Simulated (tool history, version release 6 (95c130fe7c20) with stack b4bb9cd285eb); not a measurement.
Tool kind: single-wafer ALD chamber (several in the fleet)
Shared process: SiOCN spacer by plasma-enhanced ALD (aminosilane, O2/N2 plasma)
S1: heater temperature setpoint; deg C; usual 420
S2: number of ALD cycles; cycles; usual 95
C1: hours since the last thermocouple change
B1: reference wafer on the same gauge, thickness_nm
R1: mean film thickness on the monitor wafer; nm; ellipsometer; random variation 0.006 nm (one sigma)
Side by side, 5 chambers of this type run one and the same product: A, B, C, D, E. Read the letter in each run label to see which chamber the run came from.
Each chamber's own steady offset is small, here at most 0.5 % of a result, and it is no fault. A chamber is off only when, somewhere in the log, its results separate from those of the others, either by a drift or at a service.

run,day,S1,S2,C1,B1,R1
1A,0.308,420,95,186.1,6.1699,5.3834
2B,0.6,420,95,1219.2,6.1697,5.4059
3D,0.771,420,95,477.9,6.1689,5.3682
4E,1.075,420,95,1004.6,6.1678,5.4067
5C,1.467,420,95,1998.8,6.1653,5.3952
6C,1.671,420,95,2003.7,6.1669,5.394
7E,2.05,420,95,1028,6.1661,5.396
8A,2.35,420,95,235.1,6.1641,5.3916
9D,2.604,420,95,521.9,6.1651,5.3681
10B,2.9,420,95,1274.4,6.1641,5.4157
11E,3.296,420,95,1057.9,6.1645,5.3866
12D,3.554,420,95,544.7,6.1612,5.364
13B,3.929,420,85,1299.1,6.1614,4.8376
14C,4.246,420,85,2065.5,6.1603,4.8217
15A,4.567,420,85,288.3,6.161,4.8073
16E,4.862,420,85,1095.5,6.158,4.8229
17A,5.125,420,85,301.7,6.1599,4.8063
18D,5.308,420,95,586.8,6.1569,5.362
19B,5.688,420,95,1341.3,6.1578,5.3994
20C,6.029,434,87,2108.3,6.1565,4.7071
21E,6.283,434,87,1129.6,6.1554,4.7239
22C,6.479,434,87,2119.1,6.1539,4.7002
23B,6.75,434,87,1366.8,6.1555,4.7222
24A,7.146,434,87,350.2,6.1555,4.702
25D,7.5,420,95,639.4,6.1525,5.3604
26D,7.871,420,95,648.3,6.1527,5.3469
27C,8.058,420,95,2157,6.1546,5.3801
28E,8.229,420,95,1176.3,6.1519,5.3835
29B,8.488,412,95,1408.5,6.151,5.5389
30A,8.758,412,95,388.9,6.1502,5.5015
31D,9.104,412,95,677.9,6.1494,5.5035
32E,9.283,412,95,1201.6,6.1489,5.5364
33C,9.533,412,95,2192.4,6.1487,5.5112
34A,9.862,434,87,415.4,6.1473,4.6844
35B,10.179,434,87,1449.1,6.1482,4.7271
36C,10.479,434,87,2215.1,6.1456,4.7059
37E,10.812,434,87,1238.3,6.1459,4.7005
38A,11.05,434,87,443.9,6.1446,4.6975
39D,11.246,420,95,729.3,6.1446,5.3355
40B,11.475,410,103,1480.2,6.144,6.05
41C,11.712,410,103,2244.7,6.1441,6.0088
42B,11.962,410,103,1491.9,6.1441,6.0422
43E,12.254,410,103,1272.9,6.1439,6.0136

Is one chamber off against the others, does the gauge drift, or is nothing wrong? If a chamber is off, say which, and what the likeliest cause is.

Every chamber seems to shift together because the gauge that measures them all drifts; the chambers themselves are fine.
What lies behind it: gauge reads low (%) = 0.453.
